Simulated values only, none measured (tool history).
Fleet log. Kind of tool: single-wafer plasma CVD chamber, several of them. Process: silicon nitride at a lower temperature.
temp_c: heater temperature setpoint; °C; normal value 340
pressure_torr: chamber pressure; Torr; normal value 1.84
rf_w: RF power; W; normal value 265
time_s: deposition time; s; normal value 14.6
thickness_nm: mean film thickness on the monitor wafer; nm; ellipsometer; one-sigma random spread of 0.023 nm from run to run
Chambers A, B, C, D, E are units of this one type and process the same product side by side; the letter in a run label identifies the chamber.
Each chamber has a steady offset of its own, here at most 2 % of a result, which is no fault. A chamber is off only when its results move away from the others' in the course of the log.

run,hour,temp_c,pressure_torr,rf_w,time_s,hours since the last thermocouple change,hours since the last RF generator calibration,hours since the last manometer calibration,"read-back reference wafer on the same gauge, thickness_nm",thickness_nm
1E,9,340,1.84,265,14.6,235.6,883.9,1097,13.707,16.429
2D,13.4,340,1.84,265,14.6,1674.4,1051.6,1705.1,13.703,16.793
3A,22.5,340,1.84,265,14.6,249.9,1372.5,543.5,13.705,16.35
4C,27.1,340,1.84,265,14.6,1783.2,1768.6,1585,13.706,16.663
5B,33.5,340,1.84,265,14.6,440.8,1982.4,1002.2,13.713,16.471
6E,41.4,340,1.84,265,14.6,268,916.3,1129.4,13.712,16.473
7B,47.8,340,1.84,265,14.6,455.1,1996.7,1016.5,13.714,16.483
8D,54.6,340,1.84,265,14.6,1715.6,1092.8,1746.3,13.71,16.808
9A,60.4,340,1.84,265,14.6,287.8,1410.4,581.4,13.724,16.355
10C,65.1,340,1.84,265,14.6,1821.2,1806.6,1623,13.719,16.63
11C,69.4,340,1.84,265,14.6,1825.5,1810.9,1627.3,13.722,16.637
12B,76.9,340,1.84,265,14.6,484.2,2025.8,1045.6,13.719,16.451
13D,83.9,340,1.84,265,14.6,1744.9,1122.1,1775.6,13.72,16.81
14A,92.7,340,1.84,265,14.6,320.1,1442.7,613.7,13.726,16.411
15E,98.4,340,1.84,265,14.6,325,973.3,1186.4,13.73,16.49
16B,105.9,340,1.84,265,14.6,513.2,2054.8,1074.6,13.731,16.494
17D,114.4,340,1.84,265,14.6,1775.4,1152.6,1806.1,13.733,16.804
18A,119.2,331,1.84,220,14.6,346.6,1469.2,640.2,13.738,14.307
# hour 122.3: chamber C: RF generator calibrated
# hour 125.7: chamber D: RF generator calibrated
19C,126,331,1.84,220,14.6,1882.1,3.7,1683.9,13.734,14.578
20E,133.5,331,1.84,220,14.6,360.1,1008.4,1221.5,13.735,14.562
21A,142.1,331,1.84,220,14.6,369.5,1492.1,663.1,13.74,14.355
22C,150.3,331,1.84,220,14.6,1906.4,28,1708.2,13.742,14.566
23D,155.2,340,1.84,265,14.6,1816.2,29.6,1846.9,13.746,16.834
24B,164.6,340,1.84,265,14.6,571.9,2113.5,1133.3,13.748,16.55
# hour 166: chamber D: capacitance manometer re-zeroed and calibrated
25E,170.5,340,1.84,265,14.6,397.1,1045.4,1258.5,13.749,16.506
26A,175.5,340,1.84,265,14.6,402.9,1525.5,696.5,13.75,16.412
27B,179.9,340,1.84,265,14.6,587.2,2128.8,1148.6,13.752,16.503
28D,189.4,340,1.84,265,14.6,1850.4,63.8,23.5,13.752,16.849
29E,197.9,340,1.84,265,14.6,424.5,1072.8,1285.9,13.758,16.561
30C,204.2,340,1.84,265,14.6,1960.3,81.9,1762.1,13.758,16.69
31C,211.9,340,1.84,265,14.6,1968,89.6,1769.8,13.764,16.731
32D,217.9,348,1.84,265,14.6,1878.9,92.3,52,13.761,16.815
33B,223.1,348,1.84,265,14.6,630.4,2172,1191.8,13.762,16.469
34E,227.8,348,1.84,265,14.6,454.4,1102.7,1315.8,13.766,16.461
35A,235.5,348,1.84,265,14.6,462.9,1585.5,756.5,13.775,16.387
36B,241.7,348,1.84,265,14.6,649,2190.6,1210.4,13.773,16.53
37D,250.2,340,1.84,265,14.6,1911.2,124.6,84.3,13.77,16.817
38E,255.6,340,1.84,265,14.6,482.2,1130.5,1343.6,13.773,16.532
39A,260.4,340,2.09,310,14.6,487.8,1610.4,781.4,13.773,18.965
40C,267.9,340,2.09,310,14.6,2024,145.6,1825.8,13.775,19.285

Decide between three cases: one chamber stands off from its peers, the gauge reading all wafers drifts, or nothing is wrong past each chamber's small offset. Where a chamber is off, say which and what most likely put it there.

Every chamber seems to shift together because the gauge that measures them all drifts; the chambers themselves are fine.
What lies behind it: gauge reads high (%) = 0.584.
